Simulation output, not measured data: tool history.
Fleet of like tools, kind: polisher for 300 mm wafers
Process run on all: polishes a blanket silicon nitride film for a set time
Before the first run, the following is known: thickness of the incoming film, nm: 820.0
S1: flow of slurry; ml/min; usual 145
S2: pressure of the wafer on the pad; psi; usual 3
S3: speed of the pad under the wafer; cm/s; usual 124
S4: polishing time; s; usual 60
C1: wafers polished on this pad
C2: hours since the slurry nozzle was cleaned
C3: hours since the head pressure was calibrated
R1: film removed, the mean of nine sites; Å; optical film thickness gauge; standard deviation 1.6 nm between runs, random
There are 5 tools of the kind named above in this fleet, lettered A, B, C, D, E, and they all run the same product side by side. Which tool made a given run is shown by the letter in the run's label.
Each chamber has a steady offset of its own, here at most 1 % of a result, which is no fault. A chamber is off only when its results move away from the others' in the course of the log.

{"run": "1E", "hour": 4.4, "S1": 145, "S2": 3, "S3": 124, "S4": 60, "C1": 867, "C2": 72.2, "C3": 374.5, "R1": 1042.9}
{"run": "2B", "hour": 7.7, "S1": 145, "S2": 3, "S3": 124, "S4": 60, "C1": 1043, "C2": 81.3, "C3": 387.1, "R1": 1065.2}
{"run": "3A", "hour": 11.7, "S1": 145, "S2": 3, "S3": 124, "S4": 60, "C1": 560, "C2": 152.9, "C3": 1050.9, "R1": 1069.9}
{"hour": 16.7, "done": "chamber B: worn pad replaced by a new one"}
{"run": "4D", "hour": 17.5, "S1": 145, "S2": 3, "S3": 124, "S4": 60, "C1": 530, "C2": 541.8, "C3": 83.2, "R1": 1047.9}
{"hour": 19.0, "done": "chamber C: worn pad replaced by a new one"}
{"hour": 19.7, "done": "chamber D: worn pad replaced by a new one"}
{"hour": 21.1, "done": "chamber E: worn pad replaced by a new one"}
{"run": "5C", "hour": 23.0, "S1": 145, "S2": 3, "S3": 124, "S4": 60, "C1": 46, "C2": 362.9, "C3": 923.7, "R1": 1052.8}
{"run": "6A", "hour": 26.3, "S1": 145, "S2": 3, "S3": 124, "S4": 60, "C1": 728, "C2": 167.5, "C3": 1065.5, "R1": 1055.7}
{"run": "7E", "hour": 31.1, "S1": 170, "S2": 2, "S3": 124, "S4": 60, "C1": 115, "C2": 98.9, "C3": 401.2, "R1": 719.6}
{"run": "8B", "hour": 37.2, "S1": 170, "S2": 2, "S3": 124, "S4": 60, "C1": 234, "C2": 110.8, "C3": 416.6, "R1": 702.59}
{"run": "9C", "hour": 41.0, "S1": 170, "S2": 2, "S3": 124, "S4": 60, "C1": 252, "C2": 380.9, "C3": 941.7, "R1": 722.74}
{"run": "10D", "hour": 45.8, "S1": 170, "S2": 2, "S3": 124, "S4": 60, "C1": 298, "C2": 570.1, "C3": 111.5, "R1": 716.24}
{"run": "11B", "hour": 51.1, "S1": 170, "S2": 2, "S3": 124, "S4": 60, "C1": 394, "C2": 124.7, "C3": 430.5, "R1": 749.63}
{"hour": 53.1, "done": "chamber A: worn pad replaced by a new one"}
{"run": "12A", "hour": 58.2, "S1": 145, "S2": 3, "S3": 124, "S4": 60, "C1": 58, "C2": 199.4, "C3": 1097.4, "R1": 1031.4}
{"run": "13E", "hour": 61.8, "S1": 145, "S2": 3, "S3": 124, "S4": 60, "C1": 466, "C2": 129.6, "C3": 431.9, "R1": 1049.6}
{"hour": 68.3, "done": "chamber D: worn pad replaced by a new one"}
{"run": "14D", "hour": 68.5, "S1": 145, "S2": 3, "S3": 124, "S4": 60, "C1": 3, "C2": 592.8, "C3": 134.2, "R1": 1070.5}
{"run": "15C", "hour": 71.9, "S1": 145, "S2": 3, "S3": 144, "S4": 46, "C1": 606, "C2": 411.8, "C3": 972.6, "R1": 896.68}
{"run": "16E", "hour": 75.1, "S1": 145, "S2": 3, "S3": 144, "S4": 46, "C1": 618, "C2": 142.9, "C3": 445.2, "R1": 903.69}
{"run": "17D", "hour": 82.0, "S1": 145, "S2": 3, "S3": 144, "S4": 46, "C1": 157, "C2": 606.3, "C3": 147.7, "R1": 925.37}
{"hour": 88.4, "done": "chamber C: worn pad replaced by a new one"}
{"run": "18C", "hour": 88.6, "S1": 145, "S2": 3, "S3": 144, "S4": 46, "C1": 2, "C2": 428.5, "C3": 989.3, "R1": 903.73}
{"run": "19B", "hour": 94.8, "S1": 145, "S2": 3, "S3": 144, "S4": 46, "C1": 894, "C2": 168.4, "C3": 474.2, "R1": 899.74}
{"hour": 100.8, "done": "chamber E: worn pad replaced by a new one"}
{"run": "20A", "hour": 101.2, "S1": 145, "S2": 3, "S3": 124, "S4": 60, "C1": 550, "C2": 242.4, "C3": 1140.4, "R1": 1033.1}
{"run": "21A", "hour": 107.0, "S1": 145, "S2": 3, "S3": 124, "S4": 60, "C1": 617, "C2": 248.2, "C3": 1146.2, "R1": 1040.6}
{"run": "22E", "hour": 113.4, "S1": 145, "S2": 3.9, "S3": 124, "S4": 60, "C1": 145, "C2": 181.2, "C3": 483.5, "R1": 1413.6}
{"hour": 117.0, "done": "chamber D: worn pad replaced by a new one"}
{"hour": 117.3, "done": "chamber B: worn pad replaced by a new one"}
{"run": "23B", "hour": 118.5, "S1": 145, "S2": 3.9, "S3": 124, "S4": 60, "C1": 14, "C2": 192.1, "C3": 497.9, "R1": 1333.7}
{"run": "24D", "hour": 124.4, "S1": 145, "S2": 3.9, "S3": 124, "S4": 60, "C1": 85, "C2": 648.7, "C3": 190.1, "R1": 1346.7}
{"run": "25C", "hour": 130.1, "S1": 145, "S2": 3.9, "S3": 124, "S4": 60, "C1": 477, "C2": 470, "C3": 1030.8, "R1": 1356.7}
{"run": "26A", "hour": 134.2, "S1": 145, "S2": 3.9, "S3": 124, "S4": 60, "C1": 928, "C2": 275.4, "C3": 1173.4, "R1": 1362.3}
{"run": "27E", "hour": 138.7, "S1": 145, "S2": 3, "S3": 124, "S4": 60, "C1": 434, "C2": 206.5, "C3": 508.8, "R1": 1040.8}
{"hour": 143.3, "done": "chamber B: slurry nozzle cleaned"}
{"run": "28B", "hour": 143.9, "S1": 145, "S2": 3, "S3": 124, "S4": 60, "C1": 305, "C2": 0.6, "C3": 523.3, "R1": 1063.4}
{"run": "29D", "hour": 149.5, "S1": 165, "S2": 2.5, "S3": 124, "S4": 60, "C1": 373, "C2": 673.8, "C3": 215.2, "R1": 914.62}
{"hour": 149.9, "done": "chamber E: slurry nozzle cleaned"}
{"hour": 150.6, "done": "chamber A: worn pad replaced by a new one"}
{"hour": 151.8, "done": "chamber D: slurry nozzle cleaned"}
{"run": "30C", "hour": 154.1, "S1": 165, "S2": 2.5, "S3": 124, "S4": 60, "C1": 752, "C2": 494, "C3": 1054.8, "R1": 924.62}
{"run": "31B", "hour": 157.6, "S1": 165, "S2": 2.5, "S3": 124, "S4": 60, "C1": 462, "C2": 14.3, "C3": 537, "R1": 891.08}
{"run": "32A", "hour": 161.0, "S1": 165, "S2": 2.5, "S3": 124, "S4": 60, "C1": 119, "C2": 302.2, "C3": 1200.2, "R1": 906.38}
{"hour": 163.5, "done": "chamber C: worn pad replaced by a new one"}
{"run": "33C", "hour": 164.2, "S1": 165, "S2": 2.5, "S3": 124, "S4": 60, "C1": 9, "C2": 504.1, "C3": 1064.9, "R1": 890.97}
{"hour": 165.3, "done": "chamber D: worn pad replaced by a new one"}
{"run": "34E", "hour": 169.5, "S1": 145, "S2": 2.1, "S3": 124, "S4": 51, "C1": 787, "C2": 19.7, "C3": 539.6, "R1": 629.4}
{"run": "35D", "hour": 174.3, "S1": 145, "S2": 2.1, "S3": 124, "S4": 51, "C1": 103, "C2": 22.6, "C3": 240, "R1": 621.77}
{"run": "36A", "hour": 179.9, "S1": 145, "S2": 2.1, "S3": 124, "S4": 51, "C1": 335, "C2": 321.1, "C3": 1219.1, "R1": 626.52}
{"run": "37C", "hour": 183.9, "S1": 145, "S2": 2.1, "S3": 124, "S4": 51, "C1": 234, "C2": 523.8, "C3": 1084.6, "R1": 613.1}

Decide between three cases: one chamber stands off from its peers, the gauge reading all wafers drifts, or nothing is wrong past each chamber's small offset. Where a chamber is off, say which and what most likely put it there.

Beyond each chamber's small constant offset nothing stands out, and the gauge stays steady.

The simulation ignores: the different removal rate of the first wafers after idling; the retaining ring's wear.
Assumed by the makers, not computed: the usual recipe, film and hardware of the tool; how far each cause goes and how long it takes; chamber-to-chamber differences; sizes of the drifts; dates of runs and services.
